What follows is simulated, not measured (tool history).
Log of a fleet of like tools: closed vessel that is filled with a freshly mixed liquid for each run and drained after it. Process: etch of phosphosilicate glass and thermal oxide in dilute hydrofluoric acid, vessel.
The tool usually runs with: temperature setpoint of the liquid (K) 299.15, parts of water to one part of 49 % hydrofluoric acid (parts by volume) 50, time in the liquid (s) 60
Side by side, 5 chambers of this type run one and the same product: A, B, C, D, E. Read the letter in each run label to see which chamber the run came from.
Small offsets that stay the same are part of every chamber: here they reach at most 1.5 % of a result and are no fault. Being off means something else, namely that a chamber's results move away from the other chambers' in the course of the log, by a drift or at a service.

| run | day | temperature setpoint of the liquid (K) | parts of water to one part of 49 % hydrofluoric acid (parts by volume) | time in the liquid (s) | hours since the thermometer was replaced | hours since the hydrofluoric acid flow meter was replaced | read-back film thickness of the phosphosilicate glass reference wafer, read on the same gauge (nm) | read-back film thickness of the thermal oxide reference wafer, read on the same gauge (nm) | thickness taken off the phosphosilicate glass on a monitor wafer (angstrom) | thickness taken off the thermal oxide on a monitor wafer (angstrom) |
|---|---|---|---|---|---|---|---|---|---|---|
| 1E | 0.162 | 299.15 | 50 | 60 | 412.9 | 1348.2 | 30.041 | 60.027 | 832.16 | 62.292 |
| 2B | 0.279 | 299.15 | 50 | 60 | 72 | 65.9 | 29.998 | 60.009 | 849.41 | 63.18 |
| 3A | 0.446 | 299.15 | 50 | 60 | 106.9 | 123 | 30.024 | 59.936 | 844.2 | 63.254 |
| 4D | 0.533 | 299.15 | 50 | 60 | 1303.9 | 1472.1 | 29.995 | 60.036 | 843.09 | 62.155 |
| 5C | 0.65 | 299.15 | 50 | 60 | 1335.4 | 42.3 | 30.013 | 60.003 | 838.18 | 62.327 |
| 6E | 0.783 | 303.65 | 50 | 60 | 427.8 | 1363.1 | 30.036 | 59.992 | 998.57 | 74.647 |
| 7B | 0.954 | 303.65 | 50 | 60 | 88.2 | 82.1 | 30.003 | 60.02 | 1016.4 | 75.734 |
| 8D | 1.046 | 303.65 | 50 | 60 | 1316.2 | 1484.4 | 30.009 | 59.998 | 1012.2 | 74.67 |
| 9A | 1.204 | 303.65 | 50 | 60 | 125.1 | 141.2 | 30 | 59.975 | 1005.5 | 74.838 |
| 10C | 1.35 | 303.65 | 50 | 60 | 1352.2 | 59.1 | 29.999 | 60.019 | 1003 | 74.382 |
| 11B | 1.45 | 299.15 | 50 | 60 | 100.1 | 94 | 29.963 | 60.012 | 846.41 | 62.929 |
| 12D | 1.588 | 299.15 | 40 | 95 | 1329.2 | 1497.4 | 29.958 | 60.021 | 1669.6 | 124.69 |
| 13C | 1.758 | 299.15 | 40 | 95 | 1362 | 68.9 | 29.96 | 60.005 | 1684.4 | 125.06 |
| 14A | 1.925 | 299.15 | 40 | 95 | 142.4 | 158.5 | 30.028 | 60.014 | 1679.2 | 124.38 |
| 15E | 2.042 | 299.15 | 40 | 95 | 458 | 1393.3 | 29.972 | 60.006 | 1652.9 | 123.66 |
| 16E | 2.121 | 299.15 | 40 | 95 | 459.9 | 1395.2 | 30.033 | 59.987 | 1655.8 | 124.45 |
| 17D | 2.308 | 302.15 | 50 | 35 | 1346.5 | 1514.7 | 30.024 | 59.992 | 548.16 | 40.969 |
|  | 2.404 | chamber D: hydrofluoric acid flow meter replaced |
| 18B | 2.412 | 302.15 | 50 | 35 | 123.2 | 117.1 | 29.945 | 60.006 | 556.45 | 41.614 |
| 19A | 2.554 | 302.15 | 50 | 35 | 157.5 | 173.6 | 29.948 | 60.006 | 550.23 | 41.23 |
| 20C | 2.733 | 302.15 | 50 | 35 | 1385.4 | 92.3 | 30.02 | 59.98 | 551.12 | 41.08 |
| 21B | 2.842 | 302.15 | 50 | 35 | 133.5 | 127.4 | 30.005 | 59.987 | 553.87 | 41.252 |
| 22A | 2.925 | 299.15 | 50 | 60 | 166.4 | 182.5 | 30.028 | 59.948 | 837.64 | 62.255 |
| 23C | 3.083 | 299.15 | 50 | 60 | 1393.8 | 100.7 | 30.006 | 60.009 | 841.55 | 62.71 |
| 24E | 3.238 | 299.15 | 50 | 60 | 486.7 | 1422 | 30.031 | 59.955 | 829.8 | 62.265 |
| 25D | 3.421 | 299.15 | 50 | 60 | 1373.2 | 24.4 | 30.024 | 60.014 | 842.48 | 62.491 |
|  | 3.492 | chamber C: thermometer replaced |
| 26B | 3.554 | 295.15 | 50 | 60 | 150.6 | 144.5 | 29.966 | 60.004 | 711.79 | 53.418 |
| 27E | 3.721 | 295.15 | 50 | 60 | 498.3 | 1433.6 | 29.976 | 60.02 | 707.13 | 53.213 |
| 28C | 3.862 | 295.15 | 50 | 60 | 9 | 119.4 | 29.976 | 59.987 | 715.42 | 52.597 |
| 29D | 4.004 | 295.15 | 50 | 60 | 1387.2 | 38.4 | 29.987 | 60.012 | 709.08 | 52.524 |
| 30A | 4.117 | 295.15 | 50 | 60 | 195 | 211.1 | 30.009 | 59.992 | 712.36 | 52.632 |
| 31B | 4.242 | 299.15 | 50 | 60 | 167.1 | 161 | 30.062 | 60.004 | 854.43 | 62.927 |
| 32A | 4.421 | 299.15 | 50 | 60 | 202.3 | 218.4 | 30.007 | 59.996 | 846.79 | 62.109 |

Is one chamber out of step, is the gauge drifting, or do the chambers differ by no more than their own small offsets? For an off chamber, give its letter and the likeliest cause.

No chamber is off and the gauge is stable; the differences are just each chamber's small, constant offset.

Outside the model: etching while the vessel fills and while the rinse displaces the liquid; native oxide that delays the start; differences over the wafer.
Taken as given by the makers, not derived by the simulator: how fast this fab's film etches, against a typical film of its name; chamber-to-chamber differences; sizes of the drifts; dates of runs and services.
